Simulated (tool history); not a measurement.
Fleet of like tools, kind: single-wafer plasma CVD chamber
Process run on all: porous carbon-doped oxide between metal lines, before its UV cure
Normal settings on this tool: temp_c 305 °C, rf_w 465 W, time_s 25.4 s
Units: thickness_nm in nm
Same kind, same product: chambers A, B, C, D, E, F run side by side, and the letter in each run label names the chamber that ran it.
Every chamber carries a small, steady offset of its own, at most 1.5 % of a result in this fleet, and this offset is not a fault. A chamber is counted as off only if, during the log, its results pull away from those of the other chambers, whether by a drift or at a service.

| run | day | temp_c | rf_w | time_s | hours since the last thermocouple change | hours since the last RF generator calibration | read-back reference wafer on the same gauge, thickness_nm | thickness_nm |
|---|---|---|---|---|---|---|---|---|
| 1C | 0.329 | 305 | 465 | 25.4 | 651.4 | 1314.9 | 144.97 | 126.57 |
| 2A | 0.838 | 305 | 465 | 25.4 | 1774.5 | 674.0 | 145.05 | 129.03 |
| 3D | 1.375 | 305 | 465 | 25.4 | 476.1 | 1313.1 | 144.95 | 126.24 |
| 4F | 1.750 | 305 | 465 | 25.4 | 193.3 | 794.3 | 144.98 | 127.67 |
| 5B | 2.000 | 305 | 465 | 25.4 | 800.1 | 1397.6 | 144.92 | 128.48 |
| 6E | 2.554 | 305 | 465 | 25.4 | 1237.7 | 227.6 | 145.07 | 128.30 |
| 7D | 3.083 | 305 | 465 | 25.4 | 517.1 | 1354.1 | 144.99 | 126.52 |
| 8E | 3.412 | 305 | 465 | 25.4 | 1258.3 | 248.2 | 144.94 | 128.97 |
| 9F | 3.775 | 305 | 465 | 25.4 | 241.9 | 842.9 | 144.97 | 127.10 |
| 10B | 4.121 | 305 | 465 | 25.4 | 851.0 | 1448.5 | 145.03 | 128.17 |
| 11A | 4.367 | 305 | 465 | 25.4 | 1859.2 | 758.7 | 145.12 | 128.79 |
| 12C | 4.638 | 305 | 465 | 25.4 | 754.8 | 1418.3 | 145.00 | 126.53 |
| 13C | 4.979 | 305 | 465 | 25.4 | 763.0 | 1426.5 | 145.04 | 126.13 |
|  | 5.196 | chamber F: RF generator calibrated |
| 14E | 5.283 | 305 | 465 | 25.4 | 1303.2 | 293.1 | 145.15 | 128.82 |
| 15D | 5.571 | 305 | 465 | 25.4 | 576.8 | 1413.8 | 144.96 | 126.50 |
| 16F | 5.892 | 305 | 545 | 29.5 | 292.7 | 16.7 | 145.03 | 164.02 |
| 17A | 6.425 | 305 | 545 | 29.5 | 1908.6 | 808.1 | 145.05 | 165.38 |
| 18B | 6.979 | 305 | 545 | 29.5 | 919.6 | 1517.1 | 145.02 | 166.51 |
| 19F | 7.500 | 305 | 545 | 29.5 | 331.3 | 55.3 | 145.03 | 163.87 |
| 20C | 7.842 | 305 | 545 | 29.5 | 831.7 | 1495.2 | 144.91 | 160.58 |
| 21A | 8.154 | 305 | 545 | 29.5 | 1950.1 | 849.6 | 144.99 | 166.25 |
|  | 8.533 | chamber A: thermocouple changed; heater temperature recalibrated |
| 22E | 8.658 | 305 | 465 | 25.4 | 1384.2 | 374.1 | 145.07 | 128.35 |
| 23D | 9.033 | 305 | 465 | 25.4 | 659.9 | 1496.9 | 145.11 | 126.49 |
| 24B | 9.421 | 311 | 465 | 23.1 | 978.2 | 1575.7 | 145.02 | 113.24 |
| 25E | 9.888 | 311 | 465 | 23.1 | 1413.7 | 403.6 | 144.99 | 113.68 |
| 26F | 10.225 | 311 | 465 | 23.1 | 396.7 | 120.7 | 145.07 | 113.02 |
| 27C | 10.625 | 311 | 465 | 23.1 | 898.5 | 1562.0 | 144.92 | 108.81 |
| 28D | 10.942 | 311 | 465 | 23.1 | 705.7 | 1542.7 | 144.96 | 111.21 |
| 29B | 11.225 | 311 | 465 | 23.1 | 1021.5 | 1619.0 | 145.04 | 113.10 |
| 30A | 11.467 | 317 | 400 | 25.4 | 70.5 | 929.1 | 145.00 | 107.30 |
| 31D | 11.717 | 317 | 400 | 25.4 | 724.3 | 1561.3 | 145.02 | 106.53 |
| 32A | 12.142 | 317 | 400 | 25.4 | 86.7 | 945.3 | 145.06 | 107.88 |
| 33E | 12.638 | 317 | 400 | 25.4 | 1479.7 | 469.6 | 145.17 | 107.49 |
| 34C | 13.162 | 317 | 400 | 25.4 | 959.4 | 1622.9 | 145.05 | 102.24 |
| 35F | 13.646 | 317 | 400 | 25.4 | 478.8 | 202.8 | 144.93 | 107.23 |
| 36B | 14.146 | 305 | 465 | 25.4 | 1091.6 | 1689.1 | 144.98 | 127.72 |
| 37D | 14.558 | 305 | 465 | 25.4 | 792.5 | 1629.5 | 145.04 | 127.11 |
| 38F | 14.967 | 305 | 465 | 25.4 | 510.5 | 234.5 | 145.04 | 128.29 |
| 39B | 15.504 | 305 | 465 | 25.4 | 1124.2 | 1721.7 | 145.00 | 128.39 |
| 40C | 15.829 | 305 | 465 | 25.4 | 1023.4 | 1686.9 | 144.97 | 120.89 |
| 41E | 16.212 | 305 | 465 | 25.4 | 1565.5 | 555.4 | 145.09 | 128.07 |

Is one chamber out of step, is the gauge drifting, or do the chambers differ by no more than their own small offsets? For an off chamber, give its letter and the likeliest cause.

It is chamber C that slowly wanders off from its peers.
What lies behind it: delivered RF power below the setpoint (%) = 5.4.

Here are 4 candidates for chamber C's next run, each the usual settings with a change, their results left as question marks. Which one brings its results back in line with what the others give on the usual settings?
A result is in line if it is within this distance of the other chambers' mean on the usual settings: thickness_nm 1.60 nm
| 42C-1 | 16.608 | 305 | 455 | 25.4 |  |  |  | ? |
| 42C-2 | 16.608 | 305 | 500 | 25.4 |  |  |  | ? |
| 42C-3 | 16.608 | 306 | 455 | 24.6 |  |  |  | ? |
| 42C-4 | 16.608 | 305 | 470 | 25.7 |  |  |  | ? |

The mean the other chambers reach with the usual settings: thickness_nm 127.99 nm
| run | thickness_nm |
|---|---|
| 42C-1 | 119.32 |
| 42C-2 | 128.27 |
| 42C-3 | 115.05 |
| 42C-4 | 123.90 |
With 42C-2, the chamber falls back in line with the rest.
